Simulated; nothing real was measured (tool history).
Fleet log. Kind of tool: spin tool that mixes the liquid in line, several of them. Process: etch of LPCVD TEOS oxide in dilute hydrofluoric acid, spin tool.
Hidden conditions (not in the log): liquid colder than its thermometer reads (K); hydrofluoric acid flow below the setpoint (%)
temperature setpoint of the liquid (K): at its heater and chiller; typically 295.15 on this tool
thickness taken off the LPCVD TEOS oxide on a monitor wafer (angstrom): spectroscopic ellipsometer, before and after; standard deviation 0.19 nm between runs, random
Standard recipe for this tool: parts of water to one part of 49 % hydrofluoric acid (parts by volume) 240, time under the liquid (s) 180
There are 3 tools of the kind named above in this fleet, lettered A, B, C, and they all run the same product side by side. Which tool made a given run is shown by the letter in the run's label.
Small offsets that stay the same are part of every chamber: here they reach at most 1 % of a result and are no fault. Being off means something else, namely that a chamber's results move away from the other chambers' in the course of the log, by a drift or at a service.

| run | day | temperature setpoint of the liquid (K) | parts of water to one part of 49 % hydrofluoric acid (parts by volume) | time under the liquid (s) | hours since the thermometer was replaced | hours since the hydrofluoric acid flow meter was replaced | read-back film thickness of the LPCVD TEOS oxide reference wafer, read on the same gauge (nm) | thickness taken off the LPCVD TEOS oxide on a monitor wafer (angstrom) |
|---|---|---|---|---|---|---|---|---|
| 1A | 0.171 | 295.15 | 240 | 180 | 464.9 | 1234.6 | 99.987 | 212.43 |
| 2B | 0.412 | 295.15 | 240 | 180 | 827.9 | 190.1 | 99.969 | 211.25 |
| 3C | 0.704 | 295.15 | 240 | 180 | 1487.1 | 555.1 | 100.000 | 213.16 |
| 4C | 0.896 | 295.15 | 240 | 180 | 1491.7 | 559.7 | 99.994 | 215.56 |
| 5B | 1.179 | 295.15 | 240 | 180 | 846.3 | 208.5 | 99.970 | 210.31 |
| 6A | 1.350 | 295.15 | 240 | 180 | 493.2 | 1262.9 | 99.982 | 208.64 |
| 7A | 1.492 | 295.15 | 240 | 180 | 496.6 | 1266.3 | 99.992 | 206.36 |
| 8C | 1.758 | 295.15 | 240 | 180 | 1512.4 | 580.4 | 100.000 | 211.97 |
| 9B | 1.900 | 295.15 | 240 | 180 | 863.6 | 225.8 | 100.010 | 212.65 |
| 10C | 2.100 | 295.15 | 240 | 180 | 1520.6 | 588.6 | 99.976 | 211.60 |
| 11B | 2.262 | 295.15 | 135 | 180 | 872.3 | 234.5 | 100.020 | 423.29 |
| 12A | 2.438 | 295.15 | 135 | 180 | 519.3 | 1289.0 | 100.020 | 420.02 |
| 13B | 2.625 | 295.15 | 135 | 180 | 881.0 | 243.2 | 99.972 | 415.49 |
| 14A | 2.846 | 290.65 | 240 | 180 | 529.1 | 1298.8 | 99.994 | 177.60 |
| 15C | 3.079 | 290.65 | 240 | 180 | 1544.1 | 612.1 | 100.030 | 180.68 |
| 16B | 3.262 | 290.65 | 240 | 180 | 896.3 | 258.5 | 100.010 | 174.94 |
| 17A | 3.442 | 295.15 | 240 | 180 | 543.4 | 1313.1 | 100.020 | 209.11 |
| 18C | 3.696 | 295.15 | 240 | 180 | 1558.9 | 626.9 | 99.969 | 212.58 |
| 19B | 3.862 | 297.15 | 240 | 180 | 910.7 | 272.9 | 100.010 | 217.10 |
| 20C | 4.125 | 297.15 | 240 | 180 | 1569.2 | 637.2 | 100.020 | 230.30 |
| 21A | 4.342 | 297.15 | 240 | 180 | 565.0 | 1334.7 | 99.969 | 226.33 |
| 22B | 4.604 | 295.15 | 240 | 215 | 928.5 | 290.7 | 100.010 | 241.01 |
| 23C | 4.846 | 295.15 | 240 | 215 | 1586.5 | 654.5 | 100.010 | 251.84 |
| 24A | 5.029 | 295.15 | 240 | 215 | 581.5 | 1351.2 | 99.996 | 248.40 |
| 25A | 5.296 | 295.15 | 240 | 180 | 587.9 | 1357.6 | 99.991 | 207.81 |
| 26C | 5.479 | 295.15 | 240 | 180 | 1601.7 | 669.7 | 99.987 | 212.20 |
|  | 5.521 | chamber C: hydrofluoric acid flow meter replaced |
| 27B | 5.712 | 295.15 | 240 | 180 | 955.1 | 317.3 | 100.010 | 196.13 |
| 28B | 5.971 | 295.15 | 240 | 180 | 961.3 | 323.5 | 100.020 | 195.10 |
| 29C | 6.104 | 295.15 | 240 | 180 | 1616.7 | 14.1 | 100.000 | 214.02 |

Is one chamber off against the others, does the gauge drift, or is nothing wrong? If a chamber is off, say which, and what the likeliest cause is.

Chamber B drifts away from the others.
Most likely cause: hydrofluoric acid flow below the setpoint (%) = 6.89.
It could be hard to tell apart here from: liquid colder than its thermometer reads (K).

Chamber B could run next with any of the 4 candidate recipes listed below; each alters the usual settings, and their results appear as question marks. Which one brings its results back in line with what the other chambers deliver on the usual settings?
Allowed miss from the other chambers' usual-settings mean, per result, to count as in line: thickness taken off the LPCVD TEOS oxide on a monitor wafer (angstrom) 6.50
| 30B-1 | 6.317 | 295.15 | 235 | 180 |  |  |  | ? |
| 30B-2 | 6.317 | 295.15 | 245 | 180 |  |  |  | ? |
| 30B-3 | 6.317 | 295.15 | 240 | 165 |  |  |  | ? |
| 30B-4 | 6.317 | 295.15 | 240 | 195 |  |  |  | ? |

Other chambers, usual settings, mean: thickness taken off the LPCVD TEOS oxide on a monitor wafer (angstrom) 211.57
| run | thickness taken off the LPCVD TEOS oxide on a monitor wafer (angstrom) |
|---|---|
| 30B-1 | 197.98 |
| 30B-2 | 187.79 |
| 30B-3 | 176.71 |
| 30B-4 | 208.84 |
With 30B-4, the chamber falls back in line with the rest.

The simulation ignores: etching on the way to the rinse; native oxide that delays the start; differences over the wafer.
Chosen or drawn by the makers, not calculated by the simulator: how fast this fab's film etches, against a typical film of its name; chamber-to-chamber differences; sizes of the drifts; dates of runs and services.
